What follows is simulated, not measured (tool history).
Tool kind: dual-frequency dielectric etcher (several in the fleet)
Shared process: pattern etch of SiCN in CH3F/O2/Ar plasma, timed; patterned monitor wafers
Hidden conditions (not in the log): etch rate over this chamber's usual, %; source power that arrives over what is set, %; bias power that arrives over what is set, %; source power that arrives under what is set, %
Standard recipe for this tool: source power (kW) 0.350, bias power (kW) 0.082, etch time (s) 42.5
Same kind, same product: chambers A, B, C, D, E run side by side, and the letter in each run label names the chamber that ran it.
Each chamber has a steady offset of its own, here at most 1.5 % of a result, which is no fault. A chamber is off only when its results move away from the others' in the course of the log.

run     day  source power (kW)  bias power (kW)  etch time (s)  hours since the last wet clean  hours since the last source power generator calibration  hours since the last bias power generator calibration  read-back reference wafer on the same gauge, depth_nm  mean etch depth across the wafer (Å)
 1A   0.312              0.350            0.082           42.5                           306.1                                                    667.8                                                 2050.8                                                 17.396                                159.10
 2D   0.742              0.350            0.082           42.5                           494.1                                                   1521.1                                                  691.8                                                 17.407                                160.45
 3E   1.050              0.350            0.082           42.5                           322.0                                                   1378.6                                                  533.8                                                 17.378                                157.78
 4B   1.646              0.350            0.082           42.5                           389.4                                                   2337.5                                                 2641.8                                                 17.405                                157.21
 5C   2.271              0.350            0.082           42.5                           479.9                                                    678.4                                                 3186.9                                                 17.401                                160.28
      2.508  -- chamber C: wet clean of the chamber
 6B   2.629              0.400            0.082           36.5                           413.0                                                   2361.1                                                 2665.4                                                 17.404                                141.73
 7C   3.167              0.400            0.082           36.5                            15.9                                                    699.9                                                 3208.4                                                 17.398                                143.43
 8D   3.658              0.400            0.082           36.5                           564.1                                                   1591.1                                                  761.8                                                 17.394                                144.44
      3.838  -- chamber E: source power generator calibrated
      3.942  -- chamber C: bias power generator calibrated
 9E   4.308              0.400            0.082           36.5                           400.2                                                     11.4                                                  612.0                                                 17.396                                143.16
10A   4.742              0.400            0.082           36.5                           412.4                                                    774.1                                                 2157.1                                                 17.404                                144.21
11C   5.350              0.350            0.082           42.5                            68.3                                                    752.3                                                   33.9                                                 17.393                                158.89
      5.788  -- chamber D: wet clean of the chamber
12A   5.788              0.350            0.082           42.5                           437.5                                                    799.2                                                 2182.2                                                 17.394                                159.50
13B   6.250              0.350            0.082           42.5                           499.9                                                   2448.0                                                 2752.3                                                 17.391                                157.22
      6.458  -- chamber E: wet clean of the chamber
14E   6.642              0.350            0.082           42.5                             4.4                                                     67.4                                                  668.0                                                 17.402                                157.78
15D   7.012              0.350            0.082           42.5                            29.5                                                   1671.6                                                  842.3                                                 17.402                                160.08
      7.450  -- chamber B: wet clean of the chamber
16A   7.671              0.350            0.082           42.5                           482.7                                                    844.4                                                 2227.4                                                 17.413                                159.77
17E   7.996              0.350            0.074           42.5                            36.9                                                     99.9                                                  700.5                                                 17.401                                152.83
      8.038  -- chamber A: wet clean of the chamber
18B   8.433              0.350            0.074           42.5                            23.7                                                   2500.4                                                 2804.7                                                 17.396                                157.94
19C   9.067              0.350            0.074           42.5                           157.5                                                    841.5                                                  123.1                                                 17.399                                153.72
20D   9.692              0.350            0.074           42.5                            93.8                                                   1735.9                                                  906.6                                                 17.398                                154.24
21C  10.162              0.350            0.074           42.5                           183.8                                                    867.8                                                  149.4                                                 17.395                                152.78
22B  10.692              0.350            0.096           47.0                            77.9                                                   2554.6                                                 2858.9                                                 17.401                                192.38
23E  11.279              0.350            0.096           47.0                           115.7                                                    178.7                                                  779.3                                                 17.401                                185.88
24A  11.796              0.350            0.096           47.0                            90.2                                                    943.4                                                 2326.4                                                 17.407                                187.07
25D  12.404              0.350            0.096           47.0                           158.9                                                   1801.0                                                  971.7                                                 17.407                                188.23
26D  12.904              0.350            0.096           47.0                           170.9                                                   1813.0                                                  983.7                                                 17.405                                188.57
27A  13.283              0.350            0.082           42.5                           125.9                                                    979.1                                                 2362.1                                                 17.385                                159.49
28E  13.917              0.350            0.082           42.5                           179.0                                                    242.0                                                  842.6                                                 17.403                                158.25
29C  14.362              0.350            0.082           42.5                           284.6                                                    968.6                                                  250.2                                                 17.394                                158.99
30B  14.754              0.350            0.093           33.5                           175.4                                                   2652.1                                                 2956.4                                                 17.391                                134.98
31C  15.400              0.350            0.093           33.5                           309.5                                                    993.5                                                  275.1                                                 17.391                                131.77
32E  15.817              0.350            0.093           33.5                           224.6                                                    287.6                                                  888.2                                                 17.402                                130.25
     16.238  -- chamber D: source power generator calibrated
33A  16.242              0.350            0.093           33.5                           196.9                                                   1050.1                                                 2433.1                                                 17.396                                130.73
34D  16.621              0.350            0.093           33.5                           260.1                                                      9.2                                                 1072.9                                                 17.398                                132.52
35B  17.038              0.350            0.082           42.5                           230.2                                                   2706.9                                                 3011.2                                                 17.395                                164.16
36E  17.700              0.430            0.090           42.5                           269.8                                                    332.8                                                  933.4                                                 17.400                                175.81
37C  18.075              0.430            0.090           42.5                           373.7                                                   1057.7                                                  339.3                                                 17.395                                177.25
38D  18.371              0.430            0.090           42.5                           302.1                                                     51.2                                                 1114.9                                                 17.400                                178.62

Next, every chamber runs the same settings. What will each give?
39A  18.842              0.350            0.082           42.5                                                                                                                                                                                                                                            ?
39B  18.842              0.350            0.082           42.5                                                                                                                                                                                                                                            ?
39C  18.842              0.350            0.082           42.5                                                                                                                                                                                                                                            ?
39D  18.842              0.350            0.082           42.5                                                                                                                                                                                                                                            ?
39E  18.842              0.350            0.082           42.5                                                                                                                                                                                                                                            ?

run  mean etch depth across the wafer (Å)
39A                                158.33
39B                                164.56
39C                                159.09
39D                                160.97
39E                                157.62
